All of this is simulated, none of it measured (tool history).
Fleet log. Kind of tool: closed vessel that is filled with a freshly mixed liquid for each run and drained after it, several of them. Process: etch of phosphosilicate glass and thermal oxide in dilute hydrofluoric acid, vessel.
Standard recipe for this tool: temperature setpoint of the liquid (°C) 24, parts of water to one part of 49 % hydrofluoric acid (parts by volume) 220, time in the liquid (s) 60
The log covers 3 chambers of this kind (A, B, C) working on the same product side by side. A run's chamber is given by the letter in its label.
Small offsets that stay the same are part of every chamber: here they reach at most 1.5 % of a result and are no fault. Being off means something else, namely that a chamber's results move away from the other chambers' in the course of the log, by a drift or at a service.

run	hour	temperature setpoint of the liquid (°C)	parts of water to one part of 49 % hydrofluoric acid (parts by volume)	time in the liquid (s)	hours since the thermometer was replaced	hours since the hydrofluoric acid flow meter was replaced	read-back film thickness of the phosphosilicate glass reference wafer, read on the same gauge (nm)	read-back film thickness of the thermal oxide reference wafer, read on the same gauge (nm)	thickness taken off the phosphosilicate glass on a monitor wafer (angstrom)	thickness taken off the thermal oxide on a monitor wafer (angstrom)
1A	6.8	24	220	60	481.6	1118.5	120.01	110.02	225.3	11.467
2C	12.5	24	220	60	1233.3	786	119.95	110.03	227.86	11.825
3B	19	24	220	60	101.8	813.4	120.02	110	222.97	10.971
4B	29.6	24	220	60	112.4	824	120	109.98	226.28	11.556
5C	39.5	24	220	60	1260.3	813	119.99	110	227.36	11.71
6A	50	24	220	60	524.8	1161.7	120.01	110	222.21	11.353
7B	61.2	24	220	60	144	855.6	119.98	109.99	226.05	11.937
8A	72.9	27	220	45	547.7	1184.6	120.01	109.99	187.35	10.239
9C	84.5	27	220	45	1305.3	858	120.01	109.97	191.83	8.8562
10A	94	27	220	45	568.8	1205.7	120.01	110.01	187.78	9.8561
11B	101.2	24	220	60	184	895.6	119.99	110	225.38	11.406
12C	113.5	24	220	60	1334.3	887	120.01	109.99	229.9	12.025
13B	120	24	220	60	202.8	914.4	120.01	110.04	225.12	11.862
14C	132	26.5	220	75	1352.8	905.5	119.99	110	313.83	14.83
15A	142	26.5	220	75	616.8	1253.7	119.98	110.01	312.49	15.623
16A	151.5	26.5	220	75	626.3	1263.2	119.99	110.01	311.89	15.569
17B	163.4	24	220	60	246.2	957.8	120	110.01	224.14	11.2
# hour 170.7: chamber C: thermometer replaced
18C	171.1	24	220	60	0.4	944.6	120.04	109.99	228.27	12.064
19A	177.5	24	220	60	652.3	1289.2	120	109.99	229.62	11.741
20C	186.1	24	220	60	15.4	959.6	120.02	110.02	225.16	11.014
21B	194.8	24	220	60	277.6	989.2	120	110.01	224.96	10.594
22A	200.6	24	220	60	675.4	1312.3	120	110.01	227.11	11.509
23B	208	24	220	60	290.8	1002.4	120.02	109.99	223.16	11.451
24C	217.2	24	160	60	46.5	990.7	120	109.99	331.89	17.112
25C	225.7	24	160	60	55	999.2	119.99	109.98	331.83	16.545
26B	233.2	24	160	60	316	1027.6	120.03	109.98	327.04	17.504
27A	243.7	24	220	60	718.5	1355.4	120	109.97	229.88	11.904
28A	253.7	25.5	140	60	728.5	1365.4	119.98	110.01	411.95	21.185
29C	260.1	25.5	140	60	89.4	1033.6	120	109.98	415.05	19.668
30B	267.5	25.5	140	60	350.3	1061.9	120	110.01	401.63	20.789
31B	274.5	24	220	60	357.3	1068.9	119.98	110.01	225.1	11.187
32C	284.7	24	220	60	114	1058.2	120.05	110.02	225.09	11.528
33A	290.3	24	220	60	765.1	1402	120	109.97	228.37	11.313
34B	297.4	24	220	60	380.2	1091.8	120.02	110.01	222.98	10.952
35C	309.3	24	220	60	138.6	1082.8	120	109.94	227.17	11.425
36A	320.1	24	180	95	794.9	1431.8	120.01	110	462.86	23.449
37C	330.6	24	180	95	159.9	1104.1	120	110	458.27	22.285
38A	341.5	24	180	95	816.3	1453.2	120	110	466.33	23.924
39B	348.5	24	220	60	431.3	1142.9	120.01	110.01	223.09	11.256
# hour 353.3: chamber A: hydrofluoric acid flow meter replaced
40C	355.2	26	290	60	184.5	1128.7	120	110.03	172.97	8.6927
41A	364.7	26	290	60	839.5	11.4	119.98	110	173.88	8.5608
42B	375.5	26	290	60	458.3	1169.9	119.98	110	169.1	8.8075
43A	383.1	24	220	60	857.9	29.8	120.01	110	228.64	11.536
44C	389.9	24	220	60	219.2	1163.4	119.99	110.01	229.78	11.164

For the next run the whole fleet of 3 chambers uses the same settings. Give each chamber's results:
45A	398.8	24	220	30					?	?
45B	398.8	24	220	30					?	?
45C	398.8	24	220	30					?	?

run	thickness taken off the phosphosilicate glass on a monitor wafer (angstrom)	thickness taken off the thermal oxide on a monitor wafer (angstrom)
45A	115.28	5.9206
45B	112.17	5.6072
45C	114.32	5.3547
